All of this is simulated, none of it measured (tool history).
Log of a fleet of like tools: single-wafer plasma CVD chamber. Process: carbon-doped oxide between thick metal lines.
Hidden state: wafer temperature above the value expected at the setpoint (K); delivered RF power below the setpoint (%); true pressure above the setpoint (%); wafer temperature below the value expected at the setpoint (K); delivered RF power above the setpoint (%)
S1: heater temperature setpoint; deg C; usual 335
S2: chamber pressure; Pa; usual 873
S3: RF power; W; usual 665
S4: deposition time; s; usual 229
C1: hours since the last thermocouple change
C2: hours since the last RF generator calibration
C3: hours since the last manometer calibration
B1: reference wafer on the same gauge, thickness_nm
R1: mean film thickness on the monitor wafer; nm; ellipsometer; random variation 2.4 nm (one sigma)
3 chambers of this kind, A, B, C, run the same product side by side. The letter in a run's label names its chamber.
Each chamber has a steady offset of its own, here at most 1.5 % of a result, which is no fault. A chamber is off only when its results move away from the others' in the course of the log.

{"run": "1C", "hour": 8.1, "S1": 335, "S2": 873, "S3": 665, "S4": 229, "C1": 1825.4, "C2": 1005.7, "C3": 1534, "B1": 1350.3, "R1": 1498.8}
{"run": "2A", "hour": 13.9, "S1": 335, "S2": 873, "S3": 665, "S4": 229, "C1": 633.2, "C2": 565.9, "C3": 560.2, "B1": 1349.9, "R1": 1476.4}
{"run": "3B", "hour": 19.7, "S1": 335, "S2": 873, "S3": 665, "S4": 229, "C1": 629.2, "C2": 1074.5, "C3": 1807.5, "B1": 1350.4, "R1": 1463.3}
{"run": "4B", "hour": 23.2, "S1": 335, "S2": 873, "S3": 665, "S4": 229, "C1": 632.7, "C2": 1078, "C3": 1811, "B1": 1350.7, "R1": 1465.4}
{"run": "5A", "hour": 27.8, "S1": 335, "S2": 873, "S3": 665, "S4": 229, "C1": 647.1, "C2": 579.8, "C3": 574.1, "B1": 1351.2, "R1": 1473.3}
{"run": "6C", "hour": 32.6, "S1": 335, "S2": 873, "S3": 665, "S4": 229, "C1": 1849.9, "C2": 1030.2, "C3": 1558.5, "B1": 1351.2, "R1": 1492.9}
{"run": "7C", "hour": 37.9, "S1": 343, "S2": 873, "S3": 665, "S4": 229, "C1": 1855.2, "C2": 1035.5, "C3": 1563.8, "B1": 1351.6, "R1": 1462.6}
{"run": "8A", "hour": 44.7, "S1": 343, "S2": 873, "S3": 665, "S4": 229, "C1": 664, "C2": 596.7, "C3": 591, "B1": 1351.7, "R1": 1439.9}
{"run": "9B", "hour": 51.1, "S1": 343, "S2": 873, "S3": 665, "S4": 229, "C1": 660.6, "C2": 1105.9, "C3": 1838.9, "B1": 1351.9, "R1": 1436.4}
{"run": "10C", "hour": 55.8, "S1": 335, "S2": 873, "S3": 665, "S4": 229, "C1": 1873.1, "C2": 1053.4, "C3": 1581.7, "B1": 1352.4, "R1": 1500}
{"run": "11A", "hour": 60.6, "S1": 335, "S2": 873, "S3": 665, "S4": 229, "C1": 679.9, "C2": 612.6, "C3": 606.9, "B1": 1351.8, "R1": 1476.8}
{"run": "12B", "hour": 65.4, "S1": 335, "S2": 873, "S3": 565, "S4": 229, "C1": 674.9, "C2": 1120.2, "C3": 1853.2, "B1": 1352.5, "R1": 1324.7}
{"run": "13A", "hour": 69.2, "S1": 335, "S2": 873, "S3": 565, "S4": 229, "C1": 688.5, "C2": 621.2, "C3": 615.5, "B1": 1352.7, "R1": 1334.3}
{"run": "14C", "hour": 75.5, "S1": 335, "S2": 873, "S3": 565, "S4": 229, "C1": 1892.8, "C2": 1073.1, "C3": 1601.4, "B1": 1352.5, "R1": 1362.9}
{"run": "15B", "hour": 83.6, "S1": 335, "S2": 873, "S3": 665, "S4": 229, "C1": 693.1, "C2": 1138.4, "C3": 1871.4, "B1": 1352.5, "R1": 1464.6}
{"run": "16A", "hour": 91.5, "S1": 335, "S2": 873, "S3": 665, "S4": 229, "C1": 710.8, "C2": 643.5, "C3": 637.8, "B1": 1353.7, "R1": 1473.6}
{"run": "17C", "hour": 97.7, "S1": 335, "S2": 873, "S3": 665, "S4": 229, "C1": 1915, "C2": 1095.3, "C3": 1623.6, "B1": 1353.9, "R1": 1504.2}
{"run": "18B", "hour": 101.9, "S1": 335, "S2": 873, "S3": 665, "S4": 229, "C1": 711.4, "C2": 1156.7, "C3": 1889.7, "B1": 1354.2, "R1": 1462.1}
{"run": "19A", "hour": 105.8, "S1": 335, "S2": 873, "S3": 665, "S4": 229, "C1": 725.1, "C2": 657.8, "C3": 652.1, "B1": 1353.9, "R1": 1472.2}
{"run": "20B", "hour": 113.5, "S1": 335, "S2": 873, "S3": 665, "S4": 255, "C1": 723, "C2": 1168.3, "C3": 1901.3, "B1": 1354.3, "R1": 1633}
{"run": "21C", "hour": 119.1, "S1": 335, "S2": 873, "S3": 665, "S4": 255, "C1": 1936.4, "C2": 1116.7, "C3": 1645, "B1": 1355, "R1": 1673.1}
{"run": "22C", "hour": 125.7, "S1": 335, "S2": 873, "S3": 665, "S4": 255, "C1": 1943, "C2": 1123.3, "C3": 1651.6, "B1": 1354.2, "R1": 1668.6}
{"run": "23B", "hour": 132.9, "S1": 335, "S2": 873, "S3": 665, "S4": 229, "C1": 742.4, "C2": 1187.7, "C3": 1920.7, "B1": 1355.5, "R1": 1468.6}
{"run": "24A", "hour": 138.3, "S1": 335, "S2": 873, "S3": 665, "S4": 229, "C1": 757.6, "C2": 690.3, "C3": 684.6, "B1": 1355.5, "R1": 1475.9}
{"run": "25C", "hour": 145.4, "S1": 335, "S2": 873, "S3": 665, "S4": 229, "C1": 1962.7, "C2": 1143, "C3": 1671.3, "B1": 1355.1, "R1": 1501.5}
{"run": "26A", "hour": 152.1, "S1": 335, "S2": 873, "S3": 665, "S4": 229, "C1": 771.4, "C2": 704.1, "C3": 698.4, "B1": 1355.2, "R1": 1476.1}
{"run": "27B", "hour": 159.4, "S1": 335, "S2": 873, "S3": 665, "S4": 229, "C1": 768.9, "C2": 1214.2, "C3": 1947.2, "B1": 1356.8, "R1": 1468.9}
{"run": "28A", "hour": 163.5, "S1": 335, "S2": 873, "S3": 665, "S4": 229, "C1": 782.8, "C2": 715.5, "C3": 709.8, "B1": 1356.2, "R1": 1478.5}
{"run": "29C", "hour": 170.1, "S1": 335, "S2": 873, "S3": 665, "S4": 229, "C1": 1987.4, "C2": 1167.7, "C3": 1696, "B1": 1356.9, "R1": 1503.9}
{"run": "30B", "hour": 176.4, "S1": 335, "S2": 873, "S3": 665, "S4": 229, "C1": 785.9, "C2": 1231.2, "C3": 1964.2, "B1": 1356.7, "R1": 1469.9}
{"run": "31A", "hour": 181.2, "S1": 335, "S2": 873, "S3": 665, "S4": 229, "C1": 800.5, "C2": 733.2, "C3": 727.5, "B1": 1356.4, "R1": 1477.9}
{"run": "32C", "hour": 185.8, "S1": 335, "S2": 873, "S3": 665, "S4": 229, "C1": 2003.1, "C2": 1183.4, "C3": 1711.7, "B1": 1356.8, "R1": 1505.4}
{"run": "33B", "hour": 189.4, "S1": 335, "S2": 873, "S3": 665, "S4": 229, "C1": 798.9, "C2": 1244.2, "C3": 1977.2, "B1": 1357.1, "R1": 1471.5}
{"run": "34B", "hour": 194.9, "S1": 335, "S2": 873, "S3": 665, "S4": 229, "C1": 804.4, "C2": 1249.7, "C3": 1982.7, "B1": 1357.2, "R1": 1473.4}
{"run": "35C", "hour": 200.4, "S1": 335, "S2": 873, "S3": 665, "S4": 229, "C1": 2017.7, "C2": 1198, "C3": 1726.3, "B1": 1357.2, "R1": 1504}
{"run": "36A", "hour": 206.5, "S1": 335, "S2": 873, "S3": 665, "S4": 229, "C1": 825.8, "C2": 758.5, "C3": 752.8, "B1": 1357.5, "R1": 1481.8}
{"run": "37C", "hour": 213.1, "S1": 335, "S2": 873, "S3": 665, "S4": 229, "C1": 2030.4, "C2": 1210.7, "C3": 1739, "B1": 1358.1, "R1": 1507}
{"run": "38A", "hour": 219.6, "S1": 335, "S2": 873, "S3": 665, "S4": 229, "C1": 838.9, "C2": 771.6, "C3": 765.9, "B1": 1357.9, "R1": 1477.6}
{"run": "39B", "hour": 227.5, "S1": 335, "S2": 873, "S3": 665, "S4": 229, "C1": 837, "C2": 1282.3, "C3": 2015.3, "B1": 1358.3, "R1": 1478.2}

Is one chamber off against the others, does the gauge drift, or is nothing wrong? If a chamber is off, say which, and what the likeliest cause is.

The gauge drifts, so all chambers seem to drift together. No chamber is off.
Cause: gauge reads high (%) = 0.657.
